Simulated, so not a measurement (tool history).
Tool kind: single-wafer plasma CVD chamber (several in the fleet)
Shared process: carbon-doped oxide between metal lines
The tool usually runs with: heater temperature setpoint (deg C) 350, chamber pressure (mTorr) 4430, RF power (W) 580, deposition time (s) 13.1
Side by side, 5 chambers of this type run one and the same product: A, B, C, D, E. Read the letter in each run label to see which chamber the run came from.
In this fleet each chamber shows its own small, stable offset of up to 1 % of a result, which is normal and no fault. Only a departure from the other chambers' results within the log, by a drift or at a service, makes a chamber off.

| run | hour | heater temperature setpoint (deg C) | chamber pressure (mTorr) | RF power (W) | deposition time (s) | read-back reference wafer on the same gauge, thickness_nm | mean film thickness on the monitor wafer (Å) |
|---|---|---|---|---|---|---|---|
| 1C | 4.5 | 350 | 4430 | 580 | 13.1 | 75.592 | 737.17 |
| 2A | 8.8 | 350 | 4430 | 580 | 13.1 | 75.580 | 726.40 |
| 3B | 16.0 | 350 | 4430 | 580 | 13.1 | 75.628 | 731.01 |
| 4D | 20.2 | 350 | 4430 | 580 | 13.1 | 75.591 | 727.55 |
| 5E | 27.1 | 350 | 4430 | 580 | 13.1 | 75.575 | 731.98 |
| 6A | 33.9 | 350 | 4430 | 580 | 13.1 | 75.646 | 727.58 |
| 7B | 38.6 | 350 | 4430 | 580 | 13.1 | 75.621 | 734.28 |
| 8C | 44.1 | 350 | 4430 | 580 | 13.1 | 75.593 | 737.25 |
| 9E | 48.1 | 358 | 4430 | 580 | 13.1 | 75.638 | 714.74 |
| 10D | 54.3 | 358 | 4430 | 580 | 13.1 | 75.585 | 709.04 |
| 11B | 62.1 | 358 | 4430 | 580 | 13.1 | 75.671 | 719.96 |
| 12A | 70.2 | 358 | 4430 | 580 | 13.1 | 75.570 | 710.64 |
| 13D | 74.5 | 358 | 4430 | 580 | 13.1 | 75.585 | 706.40 |
| 14C | 78.1 | 350 | 4430 | 580 | 13.1 | 75.568 | 736.91 |
| 15E | 83.2 | 358 | 4810 | 580 | 13.1 | 75.624 | 722.02 |
| 16D | 88.1 | 358 | 4810 | 580 | 13.1 | 75.607 | 719.29 |
| 17C | 95.5 | 358 | 4810 | 580 | 13.1 | 75.575 | 726.96 |
| 18E | 99.4 | 358 | 4810 | 580 | 13.1 | 75.618 | 721.89 |
| 19A | 105.4 | 358 | 4810 | 580 | 13.1 | 75.560 | 717.78 |
| 20B | 110.3 | 350 | 4430 | 580 | 13.1 | 75.595 | 735.27 |
| 21B | 117.8 | 350 | 4430 | 580 | 13.1 | 75.548 | 733.82 |
| 22E | 125.7 | 350 | 4430 | 680 | 13.1 | 75.586 | 803.34 |
| 23A | 129.5 | 350 | 4430 | 680 | 13.1 | 75.620 | 798.07 |
| 24C | 135.7 | 350 | 4430 | 680 | 13.1 | 75.624 | 808.51 |
| 25D | 141.6 | 350 | 4430 | 680 | 13.1 | 75.614 | 800.47 |
|  | 144.4 | chamber B: thermocouple changed; heater temperature recalibrated |
| 26C | 148.1 | 350 | 4430 | 680 | 13.1 | 75.628 | 809.05 |
| 27D | 152.3 | 350 | 4430 | 580 | 13.1 | 75.612 | 726.29 |
| 28E | 155.9 | 350 | 4430 | 580 | 13.1 | 75.610 | 733.58 |
| 29A | 161.1 | 350 | 4430 | 580 | 13.1 | 75.589 | 727.61 |
|  | 164.9 | chamber B: RF generator calibrated |
| 30B | 168.5 | 350 | 4430 | 580 | 13.1 | 75.618 | 733.15 |
| 31D | 174.9 | 350 | 4430 | 580 | 13.1 | 75.649 | 721.71 |
| 32A | 182.5 | 350 | 4430 | 580 | 13.1 | 75.570 | 723.11 |
| 33E | 186.2 | 350 | 4430 | 580 | 13.1 | 75.609 | 731.10 |

Each of the 5 chambers runs these same settings next. Fill in every chamber's results:
| 34A | 192.0 | 350 | 4430 | 580 | 13.1 |  | ? |
| 34B | 192.0 | 350 | 4430 | 580 | 13.1 |  | ? |
| 34C | 192.0 | 350 | 4430 | 580 | 13.1 |  | ? |
| 34D | 192.0 | 350 | 4430 | 580 | 13.1 |  | ? |
| 34E | 192.0 | 350 | 4430 | 580 | 13.1 |  | ? |

| run | mean film thickness on the monitor wafer (Å) |
|---|---|
| 34A | 724.43 |
| 34B | 734.69 |
| 34C | 734.71 |
| 34D | 723.79 |
| 34E | 731.45 |

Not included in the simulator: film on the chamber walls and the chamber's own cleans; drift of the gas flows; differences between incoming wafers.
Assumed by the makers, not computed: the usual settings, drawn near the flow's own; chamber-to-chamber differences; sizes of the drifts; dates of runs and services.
